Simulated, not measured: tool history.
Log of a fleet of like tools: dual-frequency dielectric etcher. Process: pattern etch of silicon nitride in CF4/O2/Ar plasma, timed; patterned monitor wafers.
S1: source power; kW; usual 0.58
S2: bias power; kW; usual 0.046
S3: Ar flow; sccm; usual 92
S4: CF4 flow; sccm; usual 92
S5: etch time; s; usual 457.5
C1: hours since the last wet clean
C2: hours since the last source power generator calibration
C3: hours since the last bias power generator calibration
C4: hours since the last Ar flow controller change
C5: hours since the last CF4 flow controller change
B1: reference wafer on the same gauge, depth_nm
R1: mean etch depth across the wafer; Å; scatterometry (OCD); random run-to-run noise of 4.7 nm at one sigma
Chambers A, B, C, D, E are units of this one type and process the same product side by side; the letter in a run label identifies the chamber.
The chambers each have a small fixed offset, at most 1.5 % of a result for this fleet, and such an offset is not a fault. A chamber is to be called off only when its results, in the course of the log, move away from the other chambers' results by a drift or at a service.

run,hour,S1,S2,S3,S4,S5,C1,C2,C3,C4,C5,B1,R1
1A,3.4,0.58,0.046,92,92,457.5,371.3,234.8,311.7,548,2848.9,1031.4,9710.7
2B,7.5,0.58,0.046,92,92,457.5,306.8,425.4,3926,924.5,68.5,1032,9435.1
3C,12.4,0.58,0.046,92,92,457.5,286.3,999,1092.3,1794.7,243.1,1030,9665.6
4D,16.5,0.58,0.046,92,92,457.5,114.8,337.8,3109.6,955.2,991.8,1032.3,9653.1
5E,20.8,0.58,0.046,92,92,457.5,97.8,4170.7,171.4,2902.3,4883.5,1031.6,9679.1
6D,24,0.58,0.056,92,92,457.5,122.3,345.3,3117.1,962.7,999.3,1030.6,10362
7C,28.8,0.58,0.056,92,92,457.5,302.7,1015.4,1108.7,1811.1,259.5,1031.3,10348
8E,31.8,0.58,0.056,92,92,457.5,108.8,4181.7,182.4,2913.3,4894.5,1033,10369
9A,36.9,0.58,0.056,92,92,457.5,404.8,268.3,345.2,581.5,2882.4,1030.5,10341
# hour 38.7: chamber A: wet clean of the chamber
10B,41.9,0.58,0.056,92,92,457.5,341.2,459.8,3960.4,958.9,102.9,1030.9,10187
11E,45.4,0.58,0.046,92,92,457.5,122.4,4195.3,196,2926.9,4908.1,1030.6,9594.6
12D,49.2,0.58,0.046,92,92,457.5,147.5,370.5,3142.3,987.9,1024.5,1030.5,9688.6
13C,52.7,0.58,0.046,92,92,457.5,326.6,1039.3,1132.6,1835,283.4,1030.1,9522.2
14A,55.4,0.58,0.046,92,92,457.5,16.7,286.8,363.7,600,2900.9,1031,9968.6
15B,60.7,0.58,0.046,92,92,457.5,360,478.6,3979.2,977.7,121.7,1031.3,9431
16A,65.4,0.58,0.046,92,92,457.5,26.7,296.8,373.7,610,2910.9,1030.3,9975.4
17E,69.3,0.58,0.046,92,92,457.5,146.3,4219.2,219.9,2950.8,4932,1030.9,9714.3
18C,72.8,0.58,0.046,92,92,457.5,346.7,1059.4,1152.7,1855.1,303.5,1032.1,9674.2
19D,75.6,0.58,0.046,113,92,532,173.9,396.9,3168.7,1014.3,1050.9,1032.4,10903
20B,81.3,0.58,0.046,113,92,532,380.6,499.2,3999.8,998.3,142.3,1030.5,10694
21A,86.3,0.58,0.046,113,92,532,47.6,317.7,394.6,630.9,2931.8,1031,11257
22B,89.4,0.58,0.046,113,92,532,388.7,507.3,4007.9,1006.4,150.4,1031.3,10728
23D,93.4,0.58,0.046,113,92,532,191.7,414.7,3186.5,1032.1,1068.7,1030.6,10899
# hour 96.6: chamber A: CF4 flow controller replaced
24C,99.1,0.45,0.046,101,92,457.5,373,1085.7,1179,1881.4,329.8,1031.3,7592
25E,101.6,0.45,0.046,101,92,457.5,178.6,4251.5,252.2,2983.1,4964.3,1030.2,7639.3
26C,105.6,0.45,0.046,101,92,457.5,379.5,1092.2,1185.5,1887.9,336.3,1031.8,7608
27B,108.6,0.45,0.046,101,92,457.5,407.9,526.5,4027.1,1025.6,169.6,1032.1,7463.2
28D,112.6,0.45,0.046,101,92,457.5,210.9,433.9,3205.7,1051.3,1087.9,1030.3,7631.3
29E,115.7,0.58,0.046,92,92,457.5,192.7,4265.6,266.3,2997.2,4978.4,1029.3,9672.5
30A,119.1,0.58,0.046,92,92,457.5,80.4,350.5,427.4,663.7,22.5,1030.8,10045
31E,124.3,0.58,0.046,92,92,457.5,201.3,4274.2,274.9,3005.8,4987,1031.4,9632
32D,126.9,0.58,0.046,92,92,457.5,225.2,448.2,3220,1065.6,1102.2,1033,9665.7

Has any chamber moved away from the others, gradually or after a service, or does the common gauge drift, or do the chambers differ only by their own small steady offsets? State the chamber and the most likely cause if one applies.

A service on chamber A put it out of line with the rest.
Likeliest cause: etch rate over this chamber's usual, % = 3.6.

Chamber A could run next with any of the 4 candidate recipes listed below; each alters the usual settings, and their results appear as question marks. Which one brings its results back in line with what the other chambers deliver on the usual settings?
In line here means within this much of the mean the other chambers give on the usual settings: R1 160 Å
33A-1,131.1,0.58,0.044,92,92,457.5,,,,,,,?
33A-2,131.1,0.57,0.046,92,92,444,,,,,,,?
33A-3,131.1,0.58,0.047,92,92,476.5,,,,,,,?
33A-4,131.1,0.58,0.046,92,92,462.5,,,,,,,?

What the other chambers average on the usual settings: R1 9593.6 Å
run,R1
33A-1,9854.1
33A-2,9570.8
33A-3,10514
33A-4,10124
It is 33A-2 that realigns the chamber with its peers.

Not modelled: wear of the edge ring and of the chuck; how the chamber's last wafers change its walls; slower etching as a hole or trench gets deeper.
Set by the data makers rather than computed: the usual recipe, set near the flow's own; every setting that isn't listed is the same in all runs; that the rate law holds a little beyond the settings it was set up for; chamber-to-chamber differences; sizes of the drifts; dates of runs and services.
